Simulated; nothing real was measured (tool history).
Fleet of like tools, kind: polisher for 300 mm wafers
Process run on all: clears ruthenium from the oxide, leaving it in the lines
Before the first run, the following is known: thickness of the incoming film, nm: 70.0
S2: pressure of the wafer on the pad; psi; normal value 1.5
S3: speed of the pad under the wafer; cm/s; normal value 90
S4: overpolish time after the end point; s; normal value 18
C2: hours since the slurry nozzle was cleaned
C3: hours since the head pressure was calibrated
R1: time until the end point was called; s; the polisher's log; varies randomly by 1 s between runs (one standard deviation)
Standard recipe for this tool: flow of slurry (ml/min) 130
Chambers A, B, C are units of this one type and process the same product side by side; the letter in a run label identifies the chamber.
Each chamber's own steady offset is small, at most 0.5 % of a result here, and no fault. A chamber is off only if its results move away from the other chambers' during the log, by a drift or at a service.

run 1B hour=7.3 | flow_of_slurry_(ml/min)=130 S2=1.5 S3=90 S4=18 | wafers_polished_on_this_pad=319 C2=180 C3=452.3 | R1=99.6
run 2C hour=12.8 | flow_of_slurry_(ml/min)=130 S2=1.5 S3=90 S4=18 | wafers_polished_on_this_pad=891 C2=206.8 C3=74 | R1=99.335
run 3A hour=17.2 | flow_of_slurry_(ml/min)=130 S2=1.5 S3=90 S4=18 | wafers_polished_on_this_pad=810 C2=160.7 C3=994.4 | R1=96.96
-- hour=17.4 chamber A: worn pad replaced by a new one
run 4B hour=21.7 | flow_of_slurry_(ml/min)=130 S2=1.5 S3=90 S4=18 | wafers_polished_on_this_pad=400 C2=194.4 C3=466.7 | R1=98.388
run 5C hour=27.3 | flow_of_slurry_(ml/min)=130 S2=1.5 S3=90 S4=18 | wafers_polished_on_this_pad=972 C2=221.3 C3=88.5 | R1=96.957
run 6A hour=32.1 | flow_of_slurry_(ml/min)=130 S2=1.5 S3=90 S4=18 | wafers_polished_on_this_pad=82 C2=175.6 C3=1009.3 | R1=97.253
run 7C hour=38.6 | flow_of_slurry_(ml/min)=130 S2=1.5 S3=90 S4=18 | wafers_polished_on_this_pad=1035 C2=232.6 C3=99.8 | R1=100.81
run 8B hour=43.4 | flow_of_slurry_(ml/min)=130 S2=1.5 S3=90 S4=18 | wafers_polished_on_this_pad=521 C2=216.1 C3=488.4 | R1=99.128
run 9A hour=47.3 | flow_of_slurry_(ml/min)=130 S2=1.1 S3=90 S4=18 | wafers_polished_on_this_pad=167 C2=190.8 C3=1024.5 | R1=130.66
-- hour=48 chamber B: worn pad replaced by a new one
run 10B hour=50.7 | flow_of_slurry_(ml/min)=130 S2=1.1 S3=90 S4=18 | wafers_polished_on_this_pad=15 C2=223.4 C3=495.7 | R1=134.2
run 11A hour=55.2 | flow_of_slurry_(ml/min)=130 S2=1.1 S3=90 S4=18 | wafers_polished_on_this_pad=211 C2=198.7 C3=1032.4 | R1=133.26
run 12C hour=59.3 | flow_of_slurry_(ml/min)=130 S2=1.5 S3=114 S4=24 | wafers_polished_on_this_pad=1151 C2=253.3 C3=120.5 | R1=78.845
-- hour=61.6 chamber C: worn pad replaced by a new one
run 13C hour=66.7 | flow_of_slurry_(ml/min)=130 S2=1.5 S3=114 S4=24 | wafers_polished_on_this_pad=29 C2=260.7 C3=127.9 | R1=78.91
run 14A hour=74.1 | flow_of_slurry_(ml/min)=130 S2=1.5 S3=114 S4=24 | wafers_polished_on_this_pad=317 C2=217.6 C3=1051.3 | R1=77.273
run 15B hour=79.5 | flow_of_slurry_(ml/min)=130 S2=1.5 S3=90 S4=18 | wafers_polished_on_this_pad=176 C2=252.2 C3=524.5 | R1=99.089
run 16A hour=82.8 | flow_of_slurry_(ml/min)=130 S2=1.5 S3=90 S4=18 | wafers_polished_on_this_pad=365 C2=226.3 C3=1060 | R1=99.464
run 17B hour=89.2 | flow_of_slurry_(ml/min)=130 S2=1.5 S3=90 S4=18 | wafers_polished_on_this_pad=230 C2=261.9 C3=534.2 | R1=99.432
run 18C hour=94.6 | flow_of_slurry_(ml/min)=130 S2=1.5 S3=90 S4=18 | wafers_polished_on_this_pad=184 C2=288.6 C3=155.8 | R1=99.205
run 19C hour=100.8 | flow_of_slurry_(ml/min)=170 S2=1.5 S3=110 S4=18 | wafers_polished_on_this_pad=219 C2=294.8 C3=162 | R1=76.748
run 20A hour=106.4 | flow_of_slurry_(ml/min)=170 S2=1.5 S3=110 S4=18 | wafers_polished_on_this_pad=497 C2=249.9 C3=1083.6 | R1=76.109
run 21B hour=112.9 | flow_of_slurry_(ml/min)=170 S2=1.5 S3=110 S4=18 | wafers_polished_on_this_pad=362 C2=285.6 C3=557.9 | R1=77.843
run 22C hour=116.9 | flow_of_slurry_(ml/min)=130 S2=1.5 S3=90 S4=18 | wafers_polished_on_this_pad=309 C2=310.9 C3=178.1 | R1=97.578
run 23A hour=122.9 | flow_of_slurry_(ml/min)=130 S2=1.5 S3=90 S4=18 | wafers_polished_on_this_pad=590 C2=266.4 C3=1100.1 | R1=98.941
run 24B hour=129 | flow_of_slurry_(ml/min)=130 S2=1.5 S3=90 S4=18 | wafers_polished_on_this_pad=452 C2=301.7 C3=574 | R1=101.78
-- hour=133.8 chamber B: worn pad replaced by a new one
run 25C hour=135.1 | flow_of_slurry_(ml/min)=130 S2=1.5 S3=90 S4=18 | wafers_polished_on_this_pad=411 C2=329.1 C3=196.3 | R1=98.103
run 26B hour=141.9 | flow_of_slurry_(ml/min)=130 S2=1.5 S3=90 S4=18 | wafers_polished_on_this_pad=45 C2=314.6 C3=586.9 | R1=101.74
run 27A hour=148.5 | flow_of_slurry_(ml/min)=130 S2=1.5 S3=90 S4=18 | wafers_polished_on_this_pad=733 C2=292 C3=1125.7 | R1=97.147
run 28B hour=155.4 | flow_of_slurry_(ml/min)=130 S2=1.2 S3=90 S4=18 | wafers_polished_on_this_pad=121 C2=328.1 C3=600.4 | R1=126.93
run 29C hour=159.7 | flow_of_slurry_(ml/min)=130 S2=1.2 S3=90 S4=18 | wafers_polished_on_this_pad=548 C2=353.7 C3=220.9 | R1=121.24
run 30A hour=165.3 | flow_of_slurry_(ml/min)=130 S2=1.2 S3=90 S4=18 | wafers_polished_on_this_pad=826 C2=308.8 C3=1142.5 | R1=120.82
-- hour=169.1 chamber A: worn pad replaced by a new one
-- hour=170.2 chamber C: slurry nozzle cleaned
run 31A hour=171.7 | flow_of_slurry_(ml/min)=130 S2=1.5 S3=90 S4=18 | wafers_polished_on_this_pad=14 C2=315.2 C3=1148.9 | R1=95.83
run 32C hour=175.4 | flow_of_slurry_(ml/min)=130 S2=1.5 S3=90 S4=18 | wafers_polished_on_this_pad=636 C2=5.3 C3=236.6 | R1=98.901
run 33B hour=180.4 | flow_of_slurry_(ml/min)=130 S2=1.5 S3=90 S4=18 | wafers_polished_on_this_pad=260 C2=353.1 C3=625.4 | R1=103.41
run 34B hour=185.9 | flow_of_slurry_(ml/min)=130 S2=1.5 S3=90 S4=18 | wafers_polished_on_this_pad=291 C2=358.6 C3=630.9 | R1=103.22
run 35A hour=189.9 | flow_of_slurry_(ml/min)=130 S2=1.5 S3=90 S4=18 | wafers_polished_on_this_pad=116 C2=333.4 C3=1167.1 | R1=98.306
run 36C hour=194.4 | flow_of_slurry_(ml/min)=130 S2=1.5 S3=90 S4=18 | wafers_polished_on_this_pad=742 C2=24.3 C3=255.6 | R1=97.063
run 37A hour=199.2 | flow_of_slurry_(ml/min)=130 S2=1.4 S3=90 S4=25 | wafers_polished_on_this_pad=168 C2=342.7 C3=1176.4 | R1=105.98
run 38C hour=205.6 | flow_of_slurry_(ml/min)=130 S2=1.4 S3=90 S4=25 | wafers_polished_on_this_pad=805 C2=35.5 C3=266.8 | R1=108.84
run 39B hour=210 | flow_of_slurry_(ml/min)=130 S2=1.4 S3=90 S4=25 | wafers_polished_on_this_pad=426 C2=382.7 C3=655 | R1=114
run 40C hour=213.4 | flow_of_slurry_(ml/min)=105 S2=1.3 S3=90 S4=18 | wafers_polished_on_this_pad=848 C2=43.3 C3=274.6 | R1=120.72
run 41A hour=217.2 | flow_of_slurry_(ml/min)=105 S2=1.3 S3=90 S4=18 | wafers_polished_on_this_pad=268 C2=360.7 C3=1194.4 | R1=118.04

Next, every chamber runs the same settings. What will each give?
run 42A hour=222.6 | flow_of_slurry_(ml/min)=130 S2=1.5 S3=90 S4=18 | R1=?
run 42B hour=222.6 | flow_of_slurry_(ml/min)=130 S2=1.5 S3=90 S4=18 | R1=?
run 42C hour=222.6 | flow_of_slurry_(ml/min)=130 S2=1.5 S3=90 S4=18 | R1=?

run=42A R1=97.182
run=42B R1=107.58
run=42C R1=101.1
